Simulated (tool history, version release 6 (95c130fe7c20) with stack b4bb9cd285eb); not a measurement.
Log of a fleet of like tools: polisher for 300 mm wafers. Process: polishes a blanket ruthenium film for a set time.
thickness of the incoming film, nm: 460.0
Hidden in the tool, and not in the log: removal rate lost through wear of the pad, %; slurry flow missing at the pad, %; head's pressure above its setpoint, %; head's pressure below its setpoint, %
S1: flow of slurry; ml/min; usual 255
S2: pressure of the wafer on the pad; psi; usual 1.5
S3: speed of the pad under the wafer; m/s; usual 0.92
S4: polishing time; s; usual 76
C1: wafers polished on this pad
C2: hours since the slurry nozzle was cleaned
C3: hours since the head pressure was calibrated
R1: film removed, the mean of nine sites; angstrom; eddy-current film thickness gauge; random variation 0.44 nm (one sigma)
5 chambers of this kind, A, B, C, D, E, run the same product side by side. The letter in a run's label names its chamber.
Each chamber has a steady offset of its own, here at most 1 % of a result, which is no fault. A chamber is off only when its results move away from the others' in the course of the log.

run     day   S1   S2    S3   S4    C1     C2     C3      R1
      0.229  -- chamber E: worn pad replaced by a new one
 1A   0.333  255  1.5  0.92   76   263  155.5  887.8  528.84
 2C   0.554  255  1.5  0.92   76   392  362.9  455.1  540.18
 3B   0.846  255  1.5  0.92   76   454    182  881.6  528.61
 4D   1.038  255  1.5  0.92   76   970  363.4  225.7  543.16
      1.233  -- chamber B: worn pad replaced by a new one
      1.283  -- chamber D: worn pad replaced by a new one
 5E   1.283  255  1.7  0.92   95   191  271.9    100  757.83
 6B   1.479  255  1.7  0.92   95    44  197.2  896.8  762.15
 7E   1.788  255  1.7  0.92   95   282    284  112.1  753.01
 8C   1.967  255  1.7  0.92   95   648  396.8    489  760.82
      2.092  -- chamber A: head pressure recalibrated
 9A   2.212  255  1.7  0.92   95   603  200.6    2.9  756.67
        2.3  -- chamber E: slurry nozzle cleaned
10D   2.542  255  1.5  0.92   76   228  399.5  261.8  538.42
11E   2.696  255  1.5  0.92   76   447    9.5  133.9  532.92
12A   2.962  255  1.5  0.92   76   739  218.6   20.9  529.39
13D   3.112  255  1.5  0.92   76   332  413.2  275.5  537.27
      3.196  -- chamber A: worn pad replaced by a new one
14C   3.438  255  1.5  0.92   76   915  432.1  524.3  534.73
      3.562  -- chamber E: worn pad replaced by a new one
15B   3.742  255  1.5  0.92   76   454  251.5  951.1  542.74
16C   4.012  255  1.5  0.92   76  1019  445.9  538.1  545.65
17B   4.183  255  1.5  0.92   76   534  262.1  961.7  532.57
18E   4.379  255  1.5  0.92   76   148   49.9  174.3  536.33
19A   4.683  255  1.5  0.92   76   269  259.9   62.2  533.13
      4.729  -- chamber B: head pressure recalibrated
      4.733  -- chamber D: head pressure recalibrated
20D   4.892  255  1.5  0.92   76   654  455.9    3.9  510.88
      4.979  -- chamber B: worn pad replaced by a new one
21B   5.108  340  1.3  0.92   76    24  284.3    9.2  477.05
22E   5.262  340  1.3  0.92   76   308   71.1  195.5  475.03
23C   5.596  340  1.3  0.92   76  1306  483.9  576.1  478.12
      5.854  -- chamber C: worn pad replaced by a new one
24D   5.879  340  1.3  0.92   76   833  479.6   27.6  453.06
25A   6.104  340  1.3  0.92   76   527    294   96.3   475.4
26B   6.258  255  1.5  0.92   76   232  311.9   36.8  535.08
27E     6.4  255  1.5  0.92   76   514   98.4  222.8  532.55
      6.496  -- chamber E: worn pad replaced by a new one
28C   6.567  225  1.5  0.92   76   129  507.2  599.4  530.52
29D   6.758  225  1.5  0.92   76   993  500.7   48.7  507.25
30A   7.058  225  1.5  0.92   76   700  316.9  119.2  524.42
31E    7.25  225  1.5  0.92   76   137  118.8  243.2  528.13
32B   7.396  225  1.5  0.92   76   438  339.2   64.1  533.94
      7.562  -- chamber A: worn pad replaced by a new one
33C   7.604  280  1.5  0.92   76   317  532.1  624.3  540.64
      7.621  -- chamber D: worn pad replaced by a new one
34A    7.85  280  1.5  0.92   76    52  335.9  138.2  539.54
      8.025  -- chamber B: worn pad replaced by a new one
35D   8.092  280  1.5  0.92   76    85  532.7   80.7  511.35
36B   8.338  280  1.5  0.92   76    57  361.8   86.7  541.41
37D   8.492  280  1.5  0.92   76   158  542.3   90.3  514.34
38E   8.712  255  1.5  0.92   76   402  153.9  278.3   532.8
39C   8.979  255  1.5  0.92   76   567  565.1  657.3  537.85
40A   9.142  255  1.5  0.92   76   286  366.9  169.2  542.85
      9.371  -- chamber C: slurry nozzle cleaned
41C   9.425  255  1.8  0.92  101   647    1.4    668  850.82
42A   9.646  255  1.8  0.92  101   378    379  181.3  851.72
43B   9.967  255  1.8  0.92  101   352  400.9  125.8  857.29
44D  10.217  255  1.8  0.92  101   471  583.7  131.7  801.36

What goes on in this fleet: one chamber off, a drifting gauge, or nothing beyond the chambers' own small offsets? Name the chamber and the cause, if any.

A service left chamber D off against the others.
Cause: head's pressure below its setpoint, % = 6.38.

Here are 4 candidates for chamber D's next run, each the usual settings with a change, their results left as question marks. Which one brings its results back in line with what the others give on the usual settings?
In line means no further than this from the other chambers' mean on the usual settings: R1 15 angstrom
45D-1  10.454  255  1.5  0.88  72               ?
45D-2  10.454  255  1.5  0.92  80               ?
45D-3  10.454  255  1.5  1.02  76               ?
45D-4  10.454  255  1.5  0.92  72               ?

The other chambers' mean on the usual settings: R1 536.33 angstrom
  run      R1
45D-1  457.68
45D-2  531.34
45D-3  558.94
45D-4  478.21
45D-2 brings the chamber back in line.
